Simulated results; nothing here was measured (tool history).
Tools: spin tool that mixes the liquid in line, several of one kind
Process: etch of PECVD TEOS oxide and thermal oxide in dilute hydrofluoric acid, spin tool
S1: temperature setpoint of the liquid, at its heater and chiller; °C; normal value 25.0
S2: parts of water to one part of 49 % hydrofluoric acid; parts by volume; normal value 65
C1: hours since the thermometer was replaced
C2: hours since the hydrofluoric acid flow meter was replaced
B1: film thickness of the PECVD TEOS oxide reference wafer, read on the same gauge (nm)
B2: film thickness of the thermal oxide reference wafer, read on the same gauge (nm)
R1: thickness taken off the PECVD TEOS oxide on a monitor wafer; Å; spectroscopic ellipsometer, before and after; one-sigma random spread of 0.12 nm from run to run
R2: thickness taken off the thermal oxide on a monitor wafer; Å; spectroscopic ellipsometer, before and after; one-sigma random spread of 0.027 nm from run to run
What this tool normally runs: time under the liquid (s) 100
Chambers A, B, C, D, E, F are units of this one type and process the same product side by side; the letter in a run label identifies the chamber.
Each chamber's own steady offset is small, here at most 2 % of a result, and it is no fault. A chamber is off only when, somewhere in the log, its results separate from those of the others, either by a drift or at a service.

run 1E hour=14.0 | S1=25.0 S2=65 time_under_the_liquid_(s)=100 | C1=584.8 C2=452.6 | B1=119.99 B2=120.01 | R1=257.86 R2=81.055
run 2C hour=27.4 | S1=25.0 S2=65 time_under_the_liquid_(s)=100 | C1=216.6 C2=1525.0 | B1=120.02 B2=120.02 | R1=262.01 R2=79.674
run 3A hour=34.0 | S1=25.0 S2=65 time_under_the_liquid_(s)=100 | C1=978.9 C2=850.1 | B1=119.99 B2=119.98 | R1=265.90 R2=80.169
run 4B hour=44.7 | S1=25.0 S2=65 time_under_the_liquid_(s)=100 | C1=860.3 C2=1192.7 | B1=119.97 B2=119.99 | R1=264.85 R2=79.603
run 5D hour=51.3 | S1=25.0 S2=65 time_under_the_liquid_(s)=100 | C1=338.7 C2=175.4 | B1=120.01 B2=119.99 | R1=264.13 R2=81.059
run 6F hour=63.5 | S1=29.0 S2=65 time_under_the_liquid_(s)=155 | C1=1472.3 C2=196.0 | B1=119.99 B2=119.99 | R1=478.51 R2=144.860
run 7F hour=72.6 | S1=29.0 S2=65 time_under_the_liquid_(s)=155 | C1=1481.4 C2=205.1 | B1=120.01 B2=119.98 | R1=478.70 R2=145.620
run 8E hour=79.8 | S1=29.0 S2=65 time_under_the_liquid_(s)=155 | C1=650.6 C2=518.4 | B1=120.01 B2=120.00 | R1=476.56 R2=146.300
run 9A hour=89.5 | S1=29.0 S2=65 time_under_the_liquid_(s)=155 | C1=1034.4 C2=905.6 | B1=119.99 B2=120.02 | R1=478.85 R2=145.130
run 10B hour=99.4 | S1=29.0 S2=65 time_under_the_liquid_(s)=155 | C1=915.0 C2=1247.4 | B1=120.00 B2=119.98 | R1=484.22 R2=146.720
run 11C hour=110.6 | S1=29.0 S2=65 time_under_the_liquid_(s)=155 | C1=299.8 C2=1608.2 | B1=119.99 B2=120.02 | R1=476.88 R2=144.320
run 12D hour=124.5 | S1=25.0 S2=65 time_under_the_liquid_(s)=100 | C1=411.9 C2=248.6 | B1=119.99 B2=119.98 | R1=265.02 R2=80.787
run 13C hour=132.0 | S1=25.0 S2=65 time_under_the_liquid_(s)=100 | C1=321.2 C2=1629.6 | B1=119.99 B2=119.99 | R1=264.33 R2=79.826
run 14F hour=142.9 | S1=25.0 S2=65 time_under_the_liquid_(s)=100 | C1=1551.7 C2=275.4 | B1=120.00 B2=119.99 | R1=264.41 R2=79.649
run 15B hour=150.5 | S1=25.0 S2=65 time_under_the_liquid_(s)=100 | C1=966.1 C2=1298.5 | B1=119.99 B2=120.02 | R1=263.92 R2=79.779
-- hour=160.1 chamber E: thermometer replaced
run 16E hour=164.9 | S1=25.0 S2=65 time_under_the_liquid_(s)=100 | C1=4.8 C2=603.5 | B1=120.00 B2=119.99 | R1=259.80 R2=80.272
run 17A hour=173.9 | S1=25.0 S2=65 time_under_the_liquid_(s)=100 | C1=1118.8 C2=990.0 | B1=120.00 B2=120.00 | R1=267.14 R2=79.953
run 18D hour=188.8 | S1=25.0 S2=65 time_under_the_liquid_(s)=100 | C1=476.2 C2=312.9 | B1=120.00 B2=120.01 | R1=265.34 R2=80.821
run 19B hour=200.5 | S1=25.0 S2=65 time_under_the_liquid_(s)=100 | C1=1016.1 C2=1348.5 | B1=120.00 B2=120.00 | R1=265.79 R2=79.861
run 20A hour=209.7 | S1=25.0 S2=65 time_under_the_liquid_(s)=100 | C1=1154.6 C2=1025.8 | B1=119.98 B2=120.01 | R1=264.02 R2=80.148
run 21F hour=219.8 | S1=25.0 S2=65 time_under_the_liquid_(s)=100 | C1=1628.6 C2=352.3 | B1=119.97 B2=120.01 | R1=264.43 R2=79.791
run 22C hour=230.4 | S1=25.0 S2=65 time_under_the_liquid_(s)=100 | C1=419.6 C2=1728.0 | B1=120.01 B2=120.02 | R1=265.99 R2=80.085
run 23E hour=242.3 | S1=29.5 S2=65 time_under_the_liquid_(s)=75 | C1=82.2 C2=680.9 | B1=120.00 B2=120.00 | R1=232.94 R2=72.403
run 24D hour=251.8 | S1=29.5 S2=65 time_under_the_liquid_(s)=75 | C1=539.2 C2=375.9 | B1=120.00 B2=119.99 | R1=237.67 R2=72.268
run 25D hour=260.6 | S1=29.5 S2=65 time_under_the_liquid_(s)=75 | C1=548.0 C2=384.7 | B1=120.01 B2=120.03 | R1=236.51 R2=72.316
-- hour=265.6 chamber D: thermometer replaced
run 26F hour=274.2 | S1=29.5 S2=65 time_under_the_liquid_(s)=75 | C1=1683.0 C2=406.7 | B1=120.00 B2=119.98 | R1=235.88 R2=71.645
run 27E hour=288.1 | S1=29.5 S2=65 time_under_the_liquid_(s)=75 | C1=128.0 C2=726.7 | B1=119.98 B2=120.00 | R1=230.77 R2=71.818
run 28A hour=298.6 | S1=29.5 S2=65 time_under_the_liquid_(s)=75 | C1=1243.5 C2=1114.7 | B1=119.99 B2=119.99 | R1=238.05 R2=72.217
run 29B hour=313.5 | S1=20.0 S2=40 time_under_the_liquid_(s)=100 | C1=1129.1 C2=1461.5 | B1=119.99 B2=119.98 | R1=358.70 R2=108.510
run 30C hour=320.6 | S1=20.0 S2=40 time_under_the_liquid_(s)=100 | C1=509.8 C2=1818.2 | B1=120.02 B2=120.00 | R1=363.42 R2=109.470
run 31E hour=332.8 | S1=20.0 S2=40 time_under_the_liquid_(s)=100 | C1=172.7 C2=771.4 | B1=119.99 B2=119.98 | R1=356.19 R2=110.270
run 32A hour=341.3 | S1=20.0 S2=40 time_under_the_liquid_(s)=100 | C1=1286.2 C2=1157.4 | B1=119.99 B2=119.99 | R1=365.51 R2=110.730
run 33B hour=349.6 | S1=20.0 S2=40 time_under_the_liquid_(s)=100 | C1=1165.2 C2=1497.6 | B1=120.01 B2=119.99 | R1=361.86 R2=108.110
run 34D hour=363.8 | S1=20.0 S2=40 time_under_the_liquid_(s)=100 | C1=98.3 C2=487.9 | B1=119.99 B2=119.96 | R1=359.63 R2=109.920
-- hour=368.4 chamber C: hydrofluoric acid flow meter replaced
-- hour=373.0 chamber E: hydrofluoric acid flow meter replaced
run 35C hour=376.5 | S1=25.0 S2=65 time_under_the_liquid_(s)=100 | C1=565.7 C2=8.2 | B1=119.97 B2=120.02 | R1=262.25 R2=79.210
run 36F hour=388.9 | S1=25.0 S2=65 time_under_the_liquid_(s)=100 | C1=1797.7 C2=521.4 | B1=120.00 B2=119.98 | R1=263.26 R2=80.037
run 37B hour=395.5 | S1=25.0 S2=65 time_under_the_liquid_(s)=100 | C1=1211.1 C2=1543.5 | B1=120.02 B2=119.99 | R1=263.85 R2=80.045
run 38A hour=402.2 | S1=25.0 S2=65 time_under_the_liquid_(s)=100 | C1=1347.1 C2=1218.3 | B1=120.02 B2=119.99 | R1=267.12 R2=80.950
run 39D hour=416.9 | S1=25.0 S2=65 time_under_the_liquid_(s)=100 | C1=151.4 C2=541.0 | B1=119.98 B2=120.01 | R1=263.23 R2=81.111
run 40F hour=423.9 | S1=25.0 S2=65 time_under_the_liquid_(s)=100 | C1=1832.7 C2=556.4 | B1=120.00 B2=120.01 | R1=265.27 R2=79.953
run 41C hour=435.3 | S1=25.0 S2=65 time_under_the_liquid_(s)=100 | C1=624.5 C2=67.0 | B1=120.00 B2=120.01 | R1=263.99 R2=79.363
run 42E hour=447.8 | S1=25.0 S2=65 time_under_the_liquid_(s)=100 | C1=287.7 C2=74.9 | B1=120.00 B2=120.01 | R1=262.39 R2=80.588
run 43C hour=455.4 | S1=25.0 S2=65 time_under_the_liquid_(s)=100 | C1=644.6 C2=87.1 | B1=120.01 B2=119.98 | R1=264.35 R2=79.477
run 44B hour=465.9 | S1=25.0 S2=65 time_under_the_liquid_(s)=100 | C1=1281.5 C2=1613.9 | B1=120.01 B2=120.00 | R1=264.94 R2=79.934

One chamber off, gauge drift, or nothing amiss beyond the chambers' own small offsets? If it is a chamber, which one, and what is the likeliest cause?

Neither any chamber nor the gauge drifts; the chambers differ only by their own small, steady offsets.
